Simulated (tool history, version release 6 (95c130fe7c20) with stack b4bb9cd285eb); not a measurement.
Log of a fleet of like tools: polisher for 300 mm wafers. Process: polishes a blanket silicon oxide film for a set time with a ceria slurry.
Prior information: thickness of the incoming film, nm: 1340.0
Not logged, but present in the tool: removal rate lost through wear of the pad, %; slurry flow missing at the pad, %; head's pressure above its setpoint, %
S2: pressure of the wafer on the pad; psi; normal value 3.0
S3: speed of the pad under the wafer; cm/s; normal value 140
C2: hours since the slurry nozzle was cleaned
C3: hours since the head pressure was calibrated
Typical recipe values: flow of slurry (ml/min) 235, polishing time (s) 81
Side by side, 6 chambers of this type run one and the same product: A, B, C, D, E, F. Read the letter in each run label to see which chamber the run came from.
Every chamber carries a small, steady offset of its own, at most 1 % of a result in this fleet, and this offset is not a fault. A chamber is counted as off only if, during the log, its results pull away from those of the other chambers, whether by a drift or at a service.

-- hour=0.5 chamber C: worn pad replaced by a new one
run 1A hour=14.5 | flow_of_slurry_(ml/min)=235 S2=3.0 S3=140 polishing_time_(s)=81 | wafers_polished_on_this_pad=801 C2=169.8 C3=124.0 | film_removed_(Å)=5446.8
run 2F hour=23.8 | flow_of_slurry_(ml/min)=235 S2=3.0 S3=140 polishing_time_(s)=81 | wafers_polished_on_this_pad=771 C2=245.4 C3=197.7 | film_removed_(Å)=5326.1
-- hour=26.6 chamber A: worn pad replaced by a new one
-- hour=29.4 chamber F: worn pad replaced by a new one
run 3B hour=33.8 | flow_of_slurry_(ml/min)=235 S2=3.0 S3=140 polishing_time_(s)=81 | wafers_polished_on_this_pad=616 C2=124.3 C3=53.6 | film_removed_(Å)=5387.4
run 4D hour=42.3 | flow_of_slurry_(ml/min)=235 S2=3.0 S3=140 polishing_time_(s)=81 | wafers_polished_on_this_pad=675 C2=86.1 C3=44.9 | film_removed_(Å)=5409.3
-- hour=53.0 chamber E: worn pad replaced by a new one
run 5C hour=57.6 | flow_of_slurry_(ml/min)=235 S2=3.0 S3=140 polishing_time_(s)=81 | wafers_polished_on_this_pad=617 C2=549.5 C3=399.5 | film_removed_(Å)=5340.4
run 6E hour=66.3 | flow_of_slurry_(ml/min)=235 S2=3.0 S3=140 polishing_time_(s)=81 | wafers_polished_on_this_pad=144 C2=66.4 C3=80.8 | film_removed_(Å)=5342.6
run 7D hour=74.8 | flow_of_slurry_(ml/min)=235 S2=3.0 S3=140 polishing_time_(s)=81 | wafers_polished_on_this_pad=1026 C2=118.6 C3=77.4 | film_removed_(Å)=5286.4
-- hour=82.5 chamber D: worn pad replaced by a new one
run 8A hour=88.0 | flow_of_slurry_(ml/min)=235 S2=3.0 S3=140 polishing_time_(s)=81 | wafers_polished_on_this_pad=664 C2=243.3 C3=197.5 | film_removed_(Å)=5413.9
-- hour=95.1 chamber C: worn pad replaced by a new one
-- hour=96.0 chamber B: worn pad replaced by a new one
run 9B hour=98.5 | flow_of_slurry_(ml/min)=235 S2=3.4 S3=140 polishing_time_(s)=81 | wafers_polished_on_this_pad=27 C2=189.0 C3=118.3 | film_removed_(Å)=6034.1
-- hour=106.3 chamber A: worn pad replaced by a new one
-- hour=107.3 chamber F: worn pad replaced by a new one
run 10C hour=108.8 | flow_of_slurry_(ml/min)=235 S2=3.4 S3=140 polishing_time_(s)=81 | wafers_polished_on_this_pad=148 C2=600.7 C3=450.7 | film_removed_(Å)=5978.8
run 11E hour=122.0 | flow_of_slurry_(ml/min)=235 S2=3.4 S3=140 polishing_time_(s)=81 | wafers_polished_on_this_pad=745 C2=122.1 C3=136.5 | film_removed_(Å)=6132.7
-- hour=125.3 chamber A: slurry nozzle cleaned
-- hour=128.3 chamber C: slurry nozzle cleaned
run 12F hour=133.6 | flow_of_slurry_(ml/min)=235 S2=3.4 S3=140 polishing_time_(s)=81 | wafers_polished_on_this_pad=284 C2=355.2 C3=307.5 | film_removed_(Å)=6028.7
-- hour=142.5 chamber E: worn pad replaced by a new one
run 13C hour=144.5 | flow_of_slurry_(ml/min)=235 S2=3.4 S3=140 polishing_time_(s)=81 | wafers_polished_on_this_pad=534 C2=16.2 C3=486.4 | film_removed_(Å)=6069.6
run 14F hour=159.0 | flow_of_slurry_(ml/min)=235 S2=3.4 S3=140 polishing_time_(s)=81 | wafers_polished_on_this_pad=559 C2=380.6 C3=332.9 | film_removed_(Å)=6034.2
run 15A hour=170.4 | flow_of_slurry_(ml/min)=235 S2=3.0 S3=140 polishing_time_(s)=81 | wafers_polished_on_this_pad=693 C2=45.1 C3=279.9 | film_removed_(Å)=5444.5
-- hour=173.8 chamber B: slurry nozzle cleaned
-- hour=179.4 chamber D: worn pad replaced by a new one
run 16D hour=180.1 | flow_of_slurry_(ml/min)=235 S2=3.0 S3=140 polishing_time_(s)=81 | wafers_polished_on_this_pad=8 C2=223.9 C3=182.7 | film_removed_(Å)=5367.6
-- hour=181.8 chamber C: worn pad replaced by a new one
-- hour=185.9 chamber F: worn pad replaced by a new one
-- hour=187.8 chamber C: head pressure recalibrated
-- hour=191.2 chamber A: worn pad replaced by a new one
run 17E hour=194.2 | flow_of_slurry_(ml/min)=235 S2=3.0 S3=140 polishing_time_(s)=81 | wafers_polished_on_this_pad=558 C2=194.3 C3=208.7 | film_removed_(Å)=5352.4
run 18B hour=203.5 | flow_of_slurry_(ml/min)=235 S2=2.3 S3=140 polishing_time_(s)=81 | wafers_polished_on_this_pad=1161 C2=29.7 C3=223.3 | film_removed_(Å)=4103.9
-- hour=208.7 chamber B: worn pad replaced by a new one
run 19D hour=214.1 | flow_of_slurry_(ml/min)=235 S2=2.3 S3=140 polishing_time_(s)=81 | wafers_polished_on_this_pad=375 C2=257.9 C3=216.7 | film_removed_(Å)=4097.7
run 20C hour=230.4 | flow_of_slurry_(ml/min)=235 S2=2.3 S3=140 polishing_time_(s)=81 | wafers_polished_on_this_pad=525 C2=102.1 C3=42.6 | film_removed_(Å)=4079.6
-- hour=235.4 chamber E: worn pad replaced by a new one
run 21A hour=238.0 | flow_of_slurry_(ml/min)=235 S2=2.3 S3=140 polishing_time_(s)=81 | wafers_polished_on_this_pad=505 C2=112.7 C3=347.5 | film_removed_(Å)=4126.5
run 22E hour=248.8 | flow_of_slurry_(ml/min)=235 S2=2.3 S3=140 polishing_time_(s)=81 | wafers_polished_on_this_pad=144 C2=248.9 C3=263.3 | film_removed_(Å)=4146.3
run 23B hour=259.9 | flow_of_slurry_(ml/min)=235 S2=2.3 S3=140 polishing_time_(s)=81 | wafers_polished_on_this_pad=553 C2=86.1 C3=279.7 | film_removed_(Å)=4127.0
-- hour=265.9 chamber F: worn pad replaced by a new one
-- hour=267.4 chamber D: worn pad replaced by a new one
run 24F hour=271.7 | flow_of_slurry_(ml/min)=235 S2=3.0 S3=140 polishing_time_(s)=81 | wafers_polished_on_this_pad=63 C2=493.3 C3=445.6 | film_removed_(Å)=5377.1
-- hour=272.8 chamber A: worn pad replaced by a new one
-- hour=287.7 chamber C: worn pad replaced by a new one
run 25E hour=287.9 | flow_of_slurry_(ml/min)=235 S2=3.8 S3=140 polishing_time_(s)=81 | wafers_polished_on_this_pad=567 C2=288.0 C3=302.4 | film_removed_(Å)=6795.3
run 26C hour=301.5 | flow_of_slurry_(ml/min)=235 S2=3.8 S3=140 polishing_time_(s)=81 | wafers_polished_on_this_pad=149 C2=173.2 C3=113.7 | film_removed_(Å)=6796.4
run 27D hour=311.3 | flow_of_slurry_(ml/min)=235 S2=3.8 S3=140 polishing_time_(s)=81 | wafers_polished_on_this_pad=474 C2=355.1 C3=313.9 | film_removed_(Å)=6754.2
-- hour=325.4 chamber B: worn pad replaced by a new one
run 28B hour=325.4 | flow_of_slurry_(ml/min)=235 S2=3.8 S3=140 polishing_time_(s)=81 | wafers_polished_on_this_pad=0 C2=151.6 C3=345.2 | film_removed_(Å)=6820.8
-- hour=327.5 chamber E: worn pad replaced by a new one
run 29F hour=341.3 | flow_of_slurry_(ml/min)=235 S2=3.8 S3=140 polishing_time_(s)=81 | wafers_polished_on_this_pad=815 C2=562.9 C3=515.2 | film_removed_(Å)=6756.2
run 30A hour=356.6 | flow_of_slurry_(ml/min)=235 S2=3.8 S3=140 polishing_time_(s)=81 | wafers_polished_on_this_pad=906 C2=231.3 C3=466.1 | film_removed_(Å)=6735.4
-- hour=358.5 chamber F: worn pad replaced by a new one
run 31B hour=365.2 | flow_of_slurry_(ml/min)=235 S2=3.0 S3=140 polishing_time_(s)=81 | wafers_polished_on_this_pad=430 C2=191.4 C3=385.0 | film_removed_(Å)=5390.9
-- hour=368.6 chamber A: worn pad replaced by a new one
run 32D hour=373.7 | flow_of_slurry_(ml/min)=235 S2=3.0 S3=140 polishing_time_(s)=81 | wafers_polished_on_this_pad=1148 C2=417.5 C3=376.3 | film_removed_(Å)=5337.6
-- hour=375.7 chamber C: worn pad replaced by a new one
-- hour=382.6 chamber A: slurry nozzle cleaned
run 33A hour=387.3 | flow_of_slurry_(ml/min)=235 S2=3.0 S3=140 polishing_time_(s)=81 | wafers_polished_on_this_pad=202 C2=4.8 C3=496.8 | film_removed_(Å)=5350.0
run 34E hour=402.5 | flow_of_slurry_(ml/min)=235 S2=3.0 S3=140 polishing_time_(s)=81 | wafers_polished_on_this_pad=810 C2=402.6 C3=417.0 | film_removed_(Å)=5387.4
-- hour=413.7 chamber E: worn pad replaced by a new one
run 35F hour=417.1 | flow_of_slurry_(ml/min)=235 S2=3.0 S3=140 polishing_time_(s)=81 | wafers_polished_on_this_pad=633 C2=638.7 C3=591.0 | film_removed_(Å)=5420.4
run 36C hour=424.8 | flow_of_slurry_(ml/min)=235 S2=3.0 S3=140 polishing_time_(s)=81 | wafers_polished_on_this_pad=530 C2=296.5 C3=237.0 | film_removed_(Å)=5330.8
run 37E hour=434.2 | flow_of_slurry_(ml/min)=235 S2=3.0 S3=140 polishing_time_(s)=61 | wafers_polished_on_this_pad=221 C2=434.3 C3=448.7 | film_removed_(Å)=4071.4

Which is it: a chamber that has drifted or been left off by a service, a gauge drift common to all chambers, or only each chamber's usual small offset? If a chamber is off, name it and its likeliest cause.

The fleet is healthy, with each chamber sitting at its usual small offset and no drift in the gauge.

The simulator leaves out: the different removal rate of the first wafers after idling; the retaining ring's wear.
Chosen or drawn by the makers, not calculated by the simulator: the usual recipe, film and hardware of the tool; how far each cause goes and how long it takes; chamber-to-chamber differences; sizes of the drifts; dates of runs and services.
